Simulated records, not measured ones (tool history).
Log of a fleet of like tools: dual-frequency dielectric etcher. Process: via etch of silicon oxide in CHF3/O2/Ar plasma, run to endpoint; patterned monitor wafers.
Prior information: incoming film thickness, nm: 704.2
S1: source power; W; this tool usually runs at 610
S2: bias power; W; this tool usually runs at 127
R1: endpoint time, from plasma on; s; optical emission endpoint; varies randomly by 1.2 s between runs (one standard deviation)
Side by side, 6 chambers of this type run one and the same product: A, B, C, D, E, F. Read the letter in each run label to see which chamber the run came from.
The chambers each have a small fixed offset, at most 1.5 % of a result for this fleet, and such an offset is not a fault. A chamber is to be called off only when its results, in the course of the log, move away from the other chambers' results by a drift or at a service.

run 1B hour=14.6 | S1=610 S2=127 | R1=391.15
run 2F hour=28.8 | S1=610 S2=127 | R1=401.85
run 3C hour=40.2 | S1=610 S2=127 | R1=395.74
run 4A hour=53.9 | S1=610 S2=127 | R1=394.53
run 5E hour=65.4 | S1=610 S2=127 | R1=400.63
run 6D hour=76.7 | S1=610 S2=127 | R1=397.61
run 7A hour=87.0 | S1=610 S2=127 | R1=395.65
run 8D hour=94.5 | S1=610 S2=127 | R1=399.19
run 9C hour=108.6 | S1=550 S2=127 | R1=411.34
run 10F hour=116.5 | S1=550 S2=127 | R1=416.20
-- hour=122.4 chamber A: bias power generator calibrated
run 11E hour=124.6 | S1=550 S2=127 | R1=419.97
run 12B hour=137.9 | S1=550 S2=127 | R1=410.27
run 13E hour=151.8 | S1=550 S2=127 | R1=416.71
run 14D hour=158.9 | S1=550 S2=127 | R1=417.54
run 15B hour=165.5 | S1=610 S2=127 | R1=390.86
-- hour=173.3 chamber B: wet clean of the chamber
run 16C hour=176.4 | S1=610 S2=127 | R1=394.24
run 17A hour=186.9 | S1=610 S2=127 | R1=394.99
-- hour=191.1 chamber F: wet clean of the chamber
run 18F hour=198.8 | S1=610 S2=127 | R1=400.88
-- hour=206.4 chamber B: source power generator calibrated
run 19F hour=213.1 | S1=610 S2=127 | R1=400.90
run 20C hour=225.7 | S1=610 S2=98 | R1=427.25
run 21B hour=237.0 | S1=610 S2=98 | R1=424.20
run 22E hour=244.2 | S1=610 S2=98 | R1=434.41
run 23A hour=259.3 | S1=610 S2=98 | R1=422.85
-- hour=259.5 chamber E: wet clean of the chamber
-- hour=261.5 chamber D: wet clean of the chamber
run 24D hour=266.5 | S1=610 S2=98 | R1=430.20
run 25E hour=279.8 | S1=610 S2=98 | R1=433.99
run 26F hour=288.6 | S1=610 S2=127 | R1=401.93
run 27D hour=296.7 | S1=610 S2=127 | R1=400.52
-- hour=297.0 chamber C: bias power generator calibrated
run 28B hour=310.1 | S1=610 S2=98 | R1=424.22
run 29C hour=323.9 | S1=610 S2=98 | R1=426.29
run 30A hour=331.0 | S1=610 S2=98 | R1=418.75
run 31A hour=341.2 | S1=610 S2=98 | R1=418.93
run 32D hour=355.2 | S1=610 S2=98 | R1=431.22
run 33E hour=363.9 | S1=610 S2=98 | R1=434.57
run 34B hour=373.2 | S1=520 S2=104 | R1=444.97
run 35F hour=386.7 | S1=520 S2=104 | R1=455.12
run 36C hour=393.5 | S1=520 S2=104 | R1=448.39
run 37B hour=403.2 | S1=520 S2=104 | R1=444.25

Read the log: is a single chamber off, either drifting away or since a service, is the gauge that measures every chamber drifting, or is nothing wrong beyond small per-chamber offsets? Name any odd chamber and what most likely caused it.

Little by little, chamber A moves away from the other chambers.
Most likely cause: etch rate over this chamber's usual, % = 2.97.

Below are 4 candidate recipes for chamber A's next run, each the usual settings with a change, their results shown as question marks. Which of them brings A's results back in line with what the other chambers give on the usual settings?
To be in line, a result may differ from the other chambers' mean on the usual settings by at most: R1 4.30 s
run 38A-1 hour=414.2 | S1=560 S2=127 | R1=?
run 38A-2 hour=414.2 | S1=660 S2=127 | R1=?
run 38A-3 hour=414.2 | S1=620 S2=129 | R1=?
run 38A-4 hour=414.2 | S1=600 S2=125 | R1=?

Usual-settings mean across the other chambers: R1 397.98 s
run=38A-1 R1=397.84
run=38A-2 R1=372.89
run=38A-3 R1=380.32
run=38A-4 R1=389.12
38A-1 brings the chamber back in line.

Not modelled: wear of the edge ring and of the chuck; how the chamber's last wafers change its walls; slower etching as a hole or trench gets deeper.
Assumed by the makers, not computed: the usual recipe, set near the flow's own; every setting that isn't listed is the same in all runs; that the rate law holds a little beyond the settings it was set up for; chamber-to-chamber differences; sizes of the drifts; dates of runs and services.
